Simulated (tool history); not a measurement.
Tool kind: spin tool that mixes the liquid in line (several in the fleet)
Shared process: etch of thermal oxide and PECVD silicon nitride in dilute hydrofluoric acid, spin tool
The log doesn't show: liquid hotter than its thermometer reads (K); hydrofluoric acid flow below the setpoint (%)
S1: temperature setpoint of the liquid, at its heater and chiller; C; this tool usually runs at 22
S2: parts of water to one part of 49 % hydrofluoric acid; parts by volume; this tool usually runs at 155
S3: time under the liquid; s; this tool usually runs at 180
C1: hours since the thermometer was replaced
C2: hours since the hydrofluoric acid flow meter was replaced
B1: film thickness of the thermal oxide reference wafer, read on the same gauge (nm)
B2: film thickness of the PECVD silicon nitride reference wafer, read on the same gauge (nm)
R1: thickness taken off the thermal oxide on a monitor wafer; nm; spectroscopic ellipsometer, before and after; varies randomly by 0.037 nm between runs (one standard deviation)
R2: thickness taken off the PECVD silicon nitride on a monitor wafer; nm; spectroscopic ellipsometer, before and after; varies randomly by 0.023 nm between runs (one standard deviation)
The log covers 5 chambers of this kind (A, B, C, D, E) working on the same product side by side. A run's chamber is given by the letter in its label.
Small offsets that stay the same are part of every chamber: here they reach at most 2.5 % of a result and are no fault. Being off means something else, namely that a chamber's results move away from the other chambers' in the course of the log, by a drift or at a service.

run   hour    S1   S2   S3     C1      C2      B1      B2      R1       R2
 1D    3.2    22  155  180  370.2  1397.3  130.01     130  4.9385   1.7678
       8.8  -- chamber B: thermometer replaced
 2A    9.6    22  155  180  673.7   450.8  130.04     130   4.861   1.7293
 3C   14.4    22  155  180  431.7  1009.8  130.06  130.01  4.7326   1.7361
 4B   20.3    22  155  180   11.5  1675.6  129.99  130.01  4.8749   1.7408
 5E   23.5    22  155  180  633.4  1168.4  130.01  130.01  4.7412   1.7555
 6D   27.7    22  155  180  394.7  1421.8  129.99  129.99  4.8907   1.7804
 7B   34.5    27  155  220   25.7  1689.8     130  130.01  7.0994   2.9176
 8A   38.8    27  155  220  702.9     480  130.05  130.02  7.0779   2.9171
 9E   44.9    27  155  220  654.8  1189.8     130  129.98  7.0267   2.9395
10C   50.2    27  155  220  467.5  1045.6  129.94  129.98  7.0003   2.9382
11E   53.4    27  155  220  663.3  1198.3  129.98  129.98  7.0108   2.9398
12D     60    22  155  235    427  1454.1  129.96  129.99   6.359   2.3583
13B   66.1    22  155  235   57.3  1721.4  129.98  130.01  6.3041   2.2889
14A   72.1    22  155  235  736.2   513.3     130     130   6.324   2.2449
15C   76.1    22  155  235  493.4  1071.5  130.01  129.99  6.1918   2.2708
16C   81.2    22  155  235  498.5  1076.6  129.97  129.99  6.1813    2.301
17D   85.2    22  155  180  452.2  1479.3     130  129.95  4.8295   1.7847
18B   88.5    22  155  180   79.7  1743.8  130.01  130.04  4.8006   1.7419
19A   95.1    22  155  180  759.2   536.3  130.06  130.05  4.8006   1.7763
20E  101.2    22  215  135  711.1  1246.1  130.01  130.01  2.4682  0.97652
21B  107.5    22  215  135   98.7  1762.8  129.99  129.99  2.4369  0.96595
22D  111.2    22  215  135  478.2  1505.3  129.99  130.03   2.468  0.95165
23A  114.3    22  215  135  778.4   555.5  130.02  130.03  2.4464  0.96454
24E  118.4    22  215  135  728.3  1263.3  129.98  130.01  2.4419  0.96493
25C  122.8    22  155  180  540.1  1118.2  129.99  129.98  4.8231   1.7278
26B  126.5    22  155  180  117.7  1781.8  129.99  129.98  4.8093   1.7293
27D  132.7    22  155  180  499.7  1526.8  129.94  130.01  4.8579   1.7845
28E  136.8    22  105  180  746.7  1281.7  130.03  129.99  7.4913   2.5798
29A    143    22  105  180  807.1   584.2     130  129.98   7.391   2.4843
30C  148.1    22  105  180  565.4  1143.5  129.96  130.02  7.3867   2.6232
31B  151.9    22  105  180  143.1  1807.2  130.01  130.01   7.529   2.5066
32D  157.3    22  105  180  524.3  1551.4  130.02  130.01  7.5699   2.6078
33E  160.8    22  155  180  770.7  1305.7  130.02     130  4.7523   1.7256
34A  164.1    22  155  180  828.2   605.3  129.98  129.97   4.832   1.7612
35C  167.9    22  155  180  585.2  1163.3     130  130.02  4.7278   1.7397
36A  171.8    22  155  180  835.9     613  129.94  130.04  4.8107   1.7302
37C  176.3    22  155  180  593.6  1171.7  129.94  130.01  4.7614   1.7568
38D  181.1  17.5  155  140  548.1  1575.2  129.99  130.02  3.1753    1.026
39B    187  17.5  155  140  178.2  1842.3  130.02  130.01  3.1026  0.99525
     192.2  -- chamber E: hydrofluoric acid flow meter replaced
40E  192.7  17.5  155  140  802.6     0.6  130.02  129.99  3.0731   1.0108
41C  197.3  17.5  155  140  614.6  1192.7  130.01     130  3.0816   1.0091

Has any chamber moved away from the others, gradually or after a service, or does the common gauge drift, or do the chambers differ only by their own small steady offsets? State the chamber and the most likely cause if one applies.

No chamber is off and the gauge is stable; the differences are just each chamber's small, constant offset.

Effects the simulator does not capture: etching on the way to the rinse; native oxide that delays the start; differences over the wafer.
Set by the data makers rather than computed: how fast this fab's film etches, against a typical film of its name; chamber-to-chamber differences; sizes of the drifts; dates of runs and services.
